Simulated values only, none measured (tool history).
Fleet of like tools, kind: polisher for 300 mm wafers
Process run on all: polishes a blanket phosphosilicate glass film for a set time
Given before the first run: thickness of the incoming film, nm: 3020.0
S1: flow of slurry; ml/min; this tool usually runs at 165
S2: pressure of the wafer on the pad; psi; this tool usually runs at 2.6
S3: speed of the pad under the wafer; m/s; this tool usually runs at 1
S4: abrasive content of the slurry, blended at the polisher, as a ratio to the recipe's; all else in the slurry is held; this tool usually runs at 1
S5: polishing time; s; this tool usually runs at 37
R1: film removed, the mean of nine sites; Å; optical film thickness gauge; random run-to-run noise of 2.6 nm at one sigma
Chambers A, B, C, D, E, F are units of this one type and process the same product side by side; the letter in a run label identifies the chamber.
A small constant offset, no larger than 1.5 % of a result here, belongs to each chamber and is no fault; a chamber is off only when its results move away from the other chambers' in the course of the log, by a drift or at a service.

run	hour	S1	S2	S3	S4	S5	R1
# hour 4.4: chamber D: slurry nozzle cleaned
1A	7.5	165	2.6	1	1	37	2520
2B	11.7	165	2.6	1	1	37	2503.5
# hour 15.1: chamber C: worn pad replaced by a new one
3E	17.2	165	2.6	1	1	37	2516.4
# hour 20.8: chamber F: worn pad replaced by a new one
4F	25.8	165	2.6	1	1	37	2501.4
# hour 29: chamber B: worn pad replaced by a new one
5C	30.3	165	2.9	1	1	37	2778.7
# hour 32.8: chamber D: worn pad replaced by a new one
# hour 34.2: chamber A: worn pad replaced by a new one
6D	34.6	165	2.9	1	1	37	2805.9
# hour 36.4: chamber A: slurry blender recalibrated
# hour 36.9: chamber E: worn pad replaced by a new one
# hour 39: chamber B: head pressure recalibrated
7C	42.5	165	2.9	1	1	37	2806.3
8E	49	165	2.9	1	1	37	2780
# hour 52.7: chamber F: slurry blender recalibrated
9F	54.8	165	2.9	1	1	37	2789.5
10D	59	165	2.9	1	1	37	2796.6
# hour 62.2: chamber D: head pressure recalibrated
11B	65.8	165	2.6	1	1	37	2507.7
# hour 67.2: chamber A: conditioning disc replaced and pad reconditioned
12A	70	165	2.6	1	1	37	2557.8
# hour 70.7: chamber C: conditioning disc replaced and pad reconditioned
13B	78.6	165	2.3	1	1	37	2231.9
# hour 79: chamber B: worn pad replaced by a new one
14C	86.8	165	2.3	1	1	37	2189.2
# hour 88.4: chamber A: worn pad replaced by a new one
# hour 88.4: chamber D: worn pad replaced by a new one
15A	95.1	165	2.3	1	1	37	2217.6
16F	100	165	2.3	1	1	37	2270
# hour 103.5: chamber E: slurry nozzle cleaned
17D	106.4	165	2.3	1	1	37	2239.5
# hour 108: chamber F: worn pad replaced by a new one
# hour 109.8: chamber C: slurry nozzle cleaned
# hour 110.7: chamber C: worn pad replaced by a new one
18E	114.9	165	2.3	1	1	37	2196.4
19A	119.2	165	2.6	1	1	37	2547.9
# hour 120.4: chamber E: head pressure recalibrated
20F	126.8	165	2.6	1.32	1	37	3128.5
# hour 128.9: chamber C: slurry blender recalibrated
21D	131.6	165	2.6	1.32	1	37	3186.3
# hour 132.8: chamber A: worn pad replaced by a new one
# hour 134.3: chamber B: worn pad replaced by a new one
# hour 135.4: chamber E: worn pad replaced by a new one
22E	135.6	165	2.6	1.32	1	37	3125.8
23B	139.6	165	2.6	1.32	1	37	3110.9
# hour 140.9: chamber D: worn pad replaced by a new one
# hour 141.3: chamber E: slurry blender recalibrated
24C	147.1	165	2.6	1.32	1	37	3115.5
25E	152.1	165	2.6	1.32	1	37	3113.8
# hour 158.9: chamber C: head pressure recalibrated
26D	159.9	165	2.6	1	1	37	2511.7
27F	166.1	165	2.6	1	1	37	2512.2
# hour 167.1: chamber F: conditioning disc replaced and pad reconditioned
28C	170.9	165	2.6	1	1	37	2517.1
# hour 173.4: chamber F: slurry blender recalibrated
29A	174.8	165	2.6	1	1	37	2484.6
30B	179.4	165	2.6	1	1	37	2571.6
# hour 181: chamber B: worn pad replaced by a new one
# hour 184.7: chamber A: worn pad replaced by a new one
31D	184.7	165	2.6	1	1	37	2561.2
32F	189.8	165	2.9	0.68	1	37	2066.5
# hour 193.2: chamber C: worn pad replaced by a new one
33B	196.2	165	2.9	0.68	1	37	2058.8
# hour 203: chamber F: worn pad replaced by a new one
34C	204	165	2.9	0.68	1	37	2067.5
35E	208.9	165	2.9	0.68	1	37	2059.9
36A	213.3	165	2.9	0.68	1	37	2068
# hour 213.4: chamber B: slurry blender recalibrated
# hour 214.2: chamber E: worn pad replaced by a new one
37E	220.1	165	2.9	0.68	1	37	2069.6
# hour 226.5: chamber F: slurry nozzle cleaned
38B	227.5	165	2.6	1	1	37	2558
39C	234.1	165	2.6	1	1	37	2521.3
40F	241.7	165	2.6	1	1	37	2542.4

All chambers now run identical settings, listed one chamber a line with results as question marks. What results will each chamber show?
41A	248.1	165	2.6	1	1	37	?
41B	248.1	165	2.6	1	1	37	?
41C	248.1	165	2.6	1	1	37	?
41D	248.1	165	2.6	1	1	37	?
41E	248.1	165	2.6	1	1	37	?
41F	248.1	165	2.6	1	1	37	?

run	R1
41A	2522.7
41B	2512.4
41C	2525.1
41D	2541.2
41E	2511.8
41F	2552
